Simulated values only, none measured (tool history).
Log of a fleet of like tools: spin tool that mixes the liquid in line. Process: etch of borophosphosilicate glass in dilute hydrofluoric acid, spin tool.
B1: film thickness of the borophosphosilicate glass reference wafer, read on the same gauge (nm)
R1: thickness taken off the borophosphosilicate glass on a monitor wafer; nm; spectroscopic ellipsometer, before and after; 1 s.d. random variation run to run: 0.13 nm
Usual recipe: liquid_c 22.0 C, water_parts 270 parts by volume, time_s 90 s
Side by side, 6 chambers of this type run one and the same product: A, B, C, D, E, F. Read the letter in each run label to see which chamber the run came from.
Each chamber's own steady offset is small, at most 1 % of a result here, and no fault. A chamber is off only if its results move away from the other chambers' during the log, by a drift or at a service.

Run 1E, hour 8.0: usual settings; B1 140.01. Result: R1 14.909 nm.
Run 2C, hour 17.2: usual settings; B1 140.00. Result: R1 14.794 nm.
Run 3A, hour 28.4: usual settings; B1 139.99. Result: R1 15.264 nm.
Run 4F, hour 44.5: usual settings; B1 139.96. Result: R1 14.751 nm.
Run 5B, hour 61.0: usual settings; B1 140.03. Result: R1 14.874 nm.
Run 6D, hour 73.2: usual settings; B1 140.02. Result: R1 15.011 nm.
Run 7E, hour 87.7: usual settings but liquid_c 25.5 C; B1 140.04. Result: R1 16.885 nm.
Run 8A, hour 102.9: usual settings but liquid_c 25.5 C; B1 139.97. Result: R1 17.121 nm.
Run 9D, hour 117.8: usual settings but liquid_c 25.5 C; B1 140.00. Result: R1 17.226 nm.
Run 10C, hour 125.8: usual settings but liquid_c 25.5 C; B1 140.00. Result: R1 16.788 nm.
Run 11F, hour 136.1: usual settings but liquid_c 25.5 C; B1 139.99. Result: R1 16.846 nm.
Run 12B, hour 145.0: usual settings but liquid_c 25.5 C; B1 139.99. Result: R1 16.951 nm.
Run 13F, hour 160.2: usual settings; B1 139.99. Result: R1 14.904 nm.
Run 14A, hour 173.8: usual settings but liquid_c 26.5 C, water_parts 140 parts by volume; B1 139.94. Result: R1 38.474 nm.
Run 15E, hour 189.7: usual settings but liquid_c 26.5 C, water_parts 140 parts by volume; B1 140.00. Result: R1 40.263 nm.
Run 16C, hour 203.3: usual settings but liquid_c 26.5 C, water_parts 140 parts by volume; B1 140.02. Result: R1 39.852 nm.
Run 17D, hour 217.8: usual settings but liquid_c 26.5 C, water_parts 140 parts by volume; B1 139.96. Result: R1 38.597 nm.
Run 18B, hour 226.1: usual settings but liquid_c 26.5 C, water_parts 140 parts by volume; B1 140.05. Result: R1 40.104 nm.
Run 19B, hour 236.6: usual settings but liquid_c 26.5 C, water_parts 140 parts by volume; B1 139.99. Result: R1 40.381 nm.
At hour 239.5: chamber F: hydrofluoric acid flow meter replaced.
Run 20E, hour 250.2: usual settings; B1 139.99. Result: R1 14.849 nm.
Run 21F, hour 259.4: usual settings; B1 139.96. Result: R1 14.785 nm.
Run 22D, hour 271.4: usual settings; B1 140.05. Result: R1 15.004 nm.
Run 23A, hour 286.6: usual settings; B1 140.05. Result: R1 14.440 nm.
Run 24C, hour 299.0: usual settings but water_parts 220 parts by volume, time_s 140 s; B1 140.01. Result: R1 30.042 nm.
Run 25A, hour 314.0: usual settings but water_parts 220 parts by volume, time_s 140 s; B1 139.96. Result: R1 28.923 nm.
Run 26C, hour 329.1: usual settings but water_parts 220 parts by volume, time_s 140 s; B1 139.98. Result: R1 30.088 nm.
Run 27D, hour 342.3: usual settings but water_parts 220 parts by volume, time_s 140 s; B1 140.02. Result: R1 29.842 nm.
Run 28E, hour 357.6: usual settings but water_parts 220 parts by volume, time_s 140 s; B1 140.01. Result: R1 30.083 nm.
At hour 361.7: chamber C: thermometer replaced.
Run 29B, hour 367.7: usual settings but water_parts 220 parts by volume, time_s 140 s; B1 139.98. Result: R1 29.483 nm.
Run 30F, hour 378.2: usual settings; B1 139.97. Result: R1 14.582 nm.
Run 31D, hour 390.2: usual settings; B1 140.05. Result: R1 14.774 nm.
Run 32C, hour 402.5: usual settings; B1 139.97. Result: R1 14.869 nm.
Run 33F, hour 415.2: usual settings; B1 140.01. Result: R1 14.869 nm.
Run 34B, hour 428.6: usual settings; B1 140.03. Result: R1 15.066 nm.
Run 35E, hour 436.1: usual settings; B1 139.94. Result: R1 14.901 nm.
Run 36A, hour 448.7: usual settings; B1 140.00. Result: R1 14.090 nm.
Run 37B, hour 462.9: usual settings; B1 140.01. Result: R1 14.735 nm.
Run 38A, hour 474.4: usual settings; B1 139.97. Result: R1 14.045 nm.
Run 39F, hour 489.8: usual settings; B1 140.00. Result: R1 14.695 nm.
Run 40D, hour 501.1: usual settings; B1 140.02. Result: R1 14.874 nm.
Run 41C, hour 513.0: usual settings; B1 140.00. Result: R1 14.969 nm.
At hour 513.8: chamber E: thermometer replaced.
Run 42E, hour 526.8: usual settings; B1 140.00. Result: R1 14.860 nm.

All 6 chambers run these settings next. Forecast each chamber's results:
Run 43A, hour 538.6: usual settings but time_s 140 s. Result: R1 ?.
Run 43B, hour 538.6: usual settings but time_s 140 s. Result: R1 ?.
Run 43C, hour 538.6: usual settings but time_s 140 s. Result: R1 ?.
Run 43D, hour 538.6: usual settings but time_s 140 s. Result: R1 ?.
Run 43E, hour 538.6: usual settings but time_s 140 s. Result: R1 ?.
Run 43F, hour 538.6: usual settings but time_s 140 s. Result: R1 ?.

run      R1
43A  21.192
43B  23.396
43C  23.581
43D  23.344
43E  23.240
43F  22.969

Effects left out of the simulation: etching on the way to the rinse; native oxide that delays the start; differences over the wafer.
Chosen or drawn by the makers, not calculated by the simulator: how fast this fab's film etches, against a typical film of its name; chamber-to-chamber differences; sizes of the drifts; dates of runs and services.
